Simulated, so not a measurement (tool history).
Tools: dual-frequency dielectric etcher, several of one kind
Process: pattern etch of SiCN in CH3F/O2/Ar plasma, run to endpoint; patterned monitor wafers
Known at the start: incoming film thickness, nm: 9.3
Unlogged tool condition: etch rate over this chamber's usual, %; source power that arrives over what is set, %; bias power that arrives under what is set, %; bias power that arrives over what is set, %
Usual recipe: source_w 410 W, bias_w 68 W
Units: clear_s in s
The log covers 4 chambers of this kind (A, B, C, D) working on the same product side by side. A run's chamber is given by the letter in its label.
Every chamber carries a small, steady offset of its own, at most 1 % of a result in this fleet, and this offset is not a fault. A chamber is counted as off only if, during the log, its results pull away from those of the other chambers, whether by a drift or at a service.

| run | hour | source_w | bias_w | hours since the last wet clean | hours since the last source power generator calibration | hours since the last bias power generator calibration | clear_s |
|---|---|---|---|---|---|---|---|
|  | 3.7 | chamber D: wet clean of the chamber |
| 1C | 8.4 | 410 | 68 | 213.4 | 549.4 | 1709.2 | 25.036 |
| 2A | 22.2 | 410 | 68 | 178.7 | 801.4 | 731.8 | 25.076 |
| 3B | 36.3 | 410 | 68 | 304.3 | 147.6 | 1885.4 | 25.075 |
| 4D | 52.4 | 410 | 68 | 48.8 | 3856.4 | 1063.9 | 25.310 |
| 5C | 62.6 | 410 | 68 | 267.6 | 603.6 | 1763.4 | 25.097 |
| 6B | 72.6 | 410 | 68 | 340.6 | 183.9 | 1921.7 | 24.844 |
| 7A | 80.1 | 410 | 68 | 236.6 | 859.3 | 789.7 | 25.088 |
| 8D | 94.8 | 410 | 81 | 91.2 | 3898.8 | 1106.3 | 23.545 |
| 9B | 104.9 | 410 | 81 | 372.9 | 216.2 | 1954.0 | 23.643 |
| 10C | 117.8 | 410 | 81 | 322.8 | 658.8 | 1818.6 | 23.548 |
| 11A | 125.9 | 410 | 81 | 282.4 | 905.1 | 835.5 | 23.497 |
| 12D | 140.1 | 410 | 68 | 136.5 | 3944.1 | 1151.6 | 25.265 |
| 13B | 149.1 | 410 | 68 | 417.1 | 260.4 | 1998.2 | 25.072 |
| 14D | 165.8 | 410 | 68 | 162.2 | 3969.8 | 1177.3 | 25.274 |
| 15C | 177.4 | 410 | 68 | 382.4 | 718.4 | 1878.2 | 25.149 |
| 16A | 193.9 | 410 | 68 | 350.4 | 973.1 | 903.5 | 25.041 |
| 17C | 201.9 | 410 | 68 | 406.9 | 742.9 | 1902.7 | 24.722 |
| 18A | 218.0 | 410 | 68 | 374.5 | 997.2 | 927.6 | 25.051 |
| 19D | 226.9 | 410 | 68 | 223.3 | 4030.9 | 1238.4 | 25.281 |
| 20B | 241.7 | 410 | 68 | 509.7 | 353.0 | 2090.8 | 25.028 |
| 21C | 256.5 | 410 | 68 | 461.5 | 797.5 | 1957.3 | 24.729 |
|  | 265.7 | chamber A: wet clean of the chamber |
| 22B | 270.4 | 410 | 68 | 538.4 | 381.7 | 2119.5 | 25.152 |
| 23A | 279.4 | 410 | 68 | 13.7 | 1058.6 | 989.0 | 25.079 |
| 24D | 294.0 | 410 | 68 | 290.4 | 4098.0 | 1305.5 | 25.189 |
| 25A | 301.5 | 410 | 68 | 35.8 | 1080.7 | 1011.1 | 25.160 |
| 26B | 317.0 | 410 | 68 | 585.0 | 428.3 | 2166.1 | 25.174 |
| 27D | 329.3 | 380 | 77 | 325.7 | 4133.3 | 1340.8 | 24.853 |
| 28C | 337.4 | 380 | 77 | 542.4 | 878.4 | 2038.2 | 24.189 |
|  | 344.4 | chamber B: wet clean of the chamber |
|  | 346.5 | chamber D: source power generator calibrated |
| 29B | 348.9 | 380 | 77 | 4.6 | 460.2 | 2198.0 | 24.846 |
| 30C | 361.3 | 380 | 77 | 566.3 | 902.3 | 2062.1 | 24.017 |
| 31A | 370.4 | 410 | 68 | 104.7 | 1149.6 | 1080.0 | 25.337 |
| 32D | 386.2 | 410 | 68 | 382.6 | 39.7 | 1397.7 | 25.180 |
|  | 397.4 | chamber D: wet clean of the chamber |
| 33A | 398.9 | 410 | 68 | 133.2 | 1178.1 | 1108.5 | 25.141 |
| 34D | 407.5 | 410 | 68 | 10.2 | 61.0 | 1419.0 | 25.199 |

What goes on in this fleet: one chamber off, a drifting gauge, or nothing beyond the chambers' own small offsets? Name the chamber and the cause, if any.

Chamber C drifts away from the others.
Most likely cause: etch rate over this chamber's usual, % = 3.84.

Here are 4 candidates for chamber C's next run, each the usual settings with a change, their results left as question marks. Which one brings its results back in line with what the others give on the usual settings?
In line means no further than this from the other chambers' mean on the usual settings: clear_s 0.350 s
| 35C-1 | 419.4 | 420 | 69 |  |  |  | ? |
| 35C-2 | 419.4 | 410 | 65 |  |  |  | ? |
| 35C-3 | 419.4 | 450 | 68 |  |  |  | ? |
| 35C-4 | 419.4 | 370 | 68 |  |  |  | ? |

On the usual settings, the other chambers give on average: clear_s 25.134 s
| run | clear_s |
|---|---|
| 35C-1 | 23.826 |
| 35C-2 | 24.554 |
| 35C-3 | 23.325 |
| 35C-4 | 25.135 |
35C-4 is the one that brings the chamber's results back in line with the other chambers.
